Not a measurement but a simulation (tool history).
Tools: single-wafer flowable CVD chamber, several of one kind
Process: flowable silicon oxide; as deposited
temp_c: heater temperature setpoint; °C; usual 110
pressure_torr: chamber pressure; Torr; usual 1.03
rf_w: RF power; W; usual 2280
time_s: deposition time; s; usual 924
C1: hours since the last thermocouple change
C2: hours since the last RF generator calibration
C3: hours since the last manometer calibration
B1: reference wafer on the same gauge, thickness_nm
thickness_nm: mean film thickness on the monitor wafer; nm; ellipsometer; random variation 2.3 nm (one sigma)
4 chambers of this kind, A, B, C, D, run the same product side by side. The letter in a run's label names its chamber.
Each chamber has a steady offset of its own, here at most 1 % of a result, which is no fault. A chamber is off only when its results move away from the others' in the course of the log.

run 1C hour=5.7 | temp_c=110 pressure_torr=1.03 rf_w=2280 time_s=924 | C1=952.8 C2=264.4 C3=112.1 | B1=625.89 | thickness_nm=566.81
run 2D hour=14.2 | temp_c=110 pressure_torr=1.03 rf_w=2280 time_s=924 | C1=16.3 C2=1368.7 C3=65.7 | B1=625.57 | thickness_nm=561.54
run 3B hour=19.7 | temp_c=110 pressure_torr=1.03 rf_w=2280 time_s=924 | C1=2270.6 C2=986.7 C3=1609.5 | B1=625.77 | thickness_nm=563.96
run 4A hour=25.6 | temp_c=110 pressure_torr=1.03 rf_w=2280 time_s=924 | C1=1035.7 C2=115.3 C3=1721.5 | B1=625.64 | thickness_nm=566.02
run 5C hour=33.9 | temp_c=110 pressure_torr=1.03 rf_w=2280 time_s=924 | C1=981.0 C2=292.6 C3=140.3 | B1=626.33 | thickness_nm=564.78
run 6D hour=38.9 | temp_c=110 pressure_torr=1.03 rf_w=2280 time_s=924 | C1=41.0 C2=1393.4 C3=90.4 | B1=626.14 | thickness_nm=561.31
run 7A hour=46.1 | temp_c=110 pressure_torr=1.03 rf_w=2280 time_s=821 | C1=1056.2 C2=135.8 C3=1742.0 | B1=626.14 | thickness_nm=502.11
run 8B hour=53.9 | temp_c=110 pressure_torr=1.03 rf_w=2280 time_s=821 | C1=2304.8 C2=1020.9 C3=1643.7 | B1=626.02 | thickness_nm=501.17
-- hour=56.3 chamber D: RF generator calibrated
run 9B hour=60.4 | temp_c=110 pressure_torr=1.03 rf_w=2280 time_s=821 | C1=2311.3 C2=1027.4 C3=1650.2 | B1=625.44 | thickness_nm=504.93
run 10D hour=68.7 | temp_c=110 pressure_torr=1.03 rf_w=2280 time_s=821 | C1=70.8 C2=12.5 C3=120.2 | B1=625.20 | thickness_nm=496.26
run 11A hour=74.8 | temp_c=110 pressure_torr=1.03 rf_w=2280 time_s=924 | C1=1084.9 C2=164.5 C3=1770.7 | B1=625.35 | thickness_nm=566.09
run 12C hour=80.0 | temp_c=110 pressure_torr=1.03 rf_w=2280 time_s=924 | C1=1027.1 C2=338.7 C3=186.4 | B1=626.49 | thickness_nm=566.79
run 13D hour=86.3 | temp_c=110 pressure_torr=1.03 rf_w=2280 time_s=924 | C1=88.4 C2=30.1 C3=137.8 | B1=626.09 | thickness_nm=562.74
run 14C hour=94.9 | temp_c=110 pressure_torr=1.03 rf_w=2280 time_s=924 | C1=1042.0 C2=353.6 C3=201.3 | B1=625.76 | thickness_nm=563.91
run 15A hour=99.4 | temp_c=110 pressure_torr=1.03 rf_w=2280 time_s=924 | C1=1109.5 C2=189.1 C3=1795.3 | B1=626.09 | thickness_nm=565.86
run 16B hour=105.8 | temp_c=110 pressure_torr=1.03 rf_w=2280 time_s=924 | C1=2356.7 C2=1072.8 C3=1695.6 | B1=626.04 | thickness_nm=568.30
run 17D hour=112.5 | temp_c=110 pressure_torr=1.03 rf_w=2280 time_s=924 | C1=114.6 C2=56.3 C3=164.0 | B1=625.94 | thickness_nm=562.74
run 18A hour=121.7 | temp_c=110 pressure_torr=1.03 rf_w=2280 time_s=924 | C1=1131.8 C2=211.4 C3=1817.6 | B1=626.30 | thickness_nm=570.68
run 19C hour=130.1 | temp_c=110 pressure_torr=1.03 rf_w=2280 time_s=924 | C1=1077.2 C2=388.8 C3=236.5 | B1=625.29 | thickness_nm=566.40
run 20B hour=138.9 | temp_c=110 pressure_torr=1.03 rf_w=2280 time_s=924 | C1=2389.8 C2=1105.9 C3=1728.7 | B1=625.84 | thickness_nm=570.33
run 21D hour=143.8 | temp_c=110 pressure_torr=1.03 rf_w=2280 time_s=924 | C1=145.9 C2=87.6 C3=195.3 | B1=625.80 | thickness_nm=563.77
run 22B hour=149.3 | temp_c=110 pressure_torr=1.03 rf_w=1940 time_s=924 | C1=2400.2 C2=1116.3 C3=1739.1 | B1=625.20 | thickness_nm=550.99
run 23C hour=156.0 | temp_c=110 pressure_torr=1.03 rf_w=1940 time_s=924 | C1=1103.1 C2=414.7 C3=262.4 | B1=626.03 | thickness_nm=548.49
run 24A hour=162.9 | temp_c=110 pressure_torr=1.03 rf_w=1940 time_s=924 | C1=1173.0 C2=252.6 C3=1858.8 | B1=625.64 | thickness_nm=553.04
run 25C hour=170.0 | temp_c=110 pressure_torr=1.03 rf_w=1940 time_s=924 | C1=1117.1 C2=428.7 C3=276.4 | B1=625.80 | thickness_nm=550.18
run 26D hour=175.1 | temp_c=110 pressure_torr=1.03 rf_w=2280 time_s=924 | C1=177.2 C2=118.9 C3=226.6 | B1=626.04 | thickness_nm=564.22
run 27A hour=180.8 | temp_c=110 pressure_torr=1.03 rf_w=2280 time_s=924 | C1=1190.9 C2=270.5 C3=1876.7 | B1=625.98 | thickness_nm=567.01
run 28B hour=186.7 | temp_c=110 pressure_torr=1.03 rf_w=2280 time_s=924 | C1=2437.6 C2=1153.7 C3=1776.5 | B1=626.22 | thickness_nm=566.51
run 29C hour=191.9 | temp_c=110 pressure_torr=0.86 rf_w=2610 time_s=924 | C1=1139.0 C2=450.6 C3=298.3 | B1=626.47 | thickness_nm=465.66
run 30A hour=199.8 | temp_c=110 pressure_torr=0.86 rf_w=2610 time_s=924 | C1=1209.9 C2=289.5 C3=1895.7 | B1=625.57 | thickness_nm=466.08
run 31B hour=206.1 | temp_c=110 pressure_torr=0.86 rf_w=2610 time_s=924 | C1=2457.0 C2=1173.1 C3=1795.9 | B1=625.78 | thickness_nm=463.78
run 32D hour=214.2 | temp_c=110 pressure_torr=0.86 rf_w=2610 time_s=924 | C1=216.3 C2=158.0 C3=265.7 | B1=625.66 | thickness_nm=457.32
run 33B hour=219.8 | temp_c=110 pressure_torr=1.03 rf_w=2280 time_s=924 | C1=2470.7 C2=1186.8 C3=1809.6 | B1=626.40 | thickness_nm=566.13
run 34A hour=228.6 | temp_c=110 pressure_torr=1.03 rf_w=2280 time_s=924 | C1=1238.7 C2=318.3 C3=1924.5 | B1=626.41 | thickness_nm=568.14

All 4 chambers run these settings next. Forecast each chamber's results:
run 35A hour=235.2 | temp_c=110 pressure_torr=1.03 rf_w=2280 time_s=924 | thickness_nm=?
run 35B hour=235.2 | temp_c=110 pressure_torr=1.03 rf_w=2280 time_s=924 | thickness_nm=?
run 35C hour=235.2 | temp_c=110 pressure_torr=1.03 rf_w=2280 time_s=924 | thickness_nm=?
run 35D hour=235.2 | temp_c=110 pressure_torr=1.03 rf_w=2280 time_s=924 | thickness_nm=?

run=35A thickness_nm=563.83
run=35B thickness_nm=568.59
run=35C thickness_nm=563.38
run=35D thickness_nm=563.17
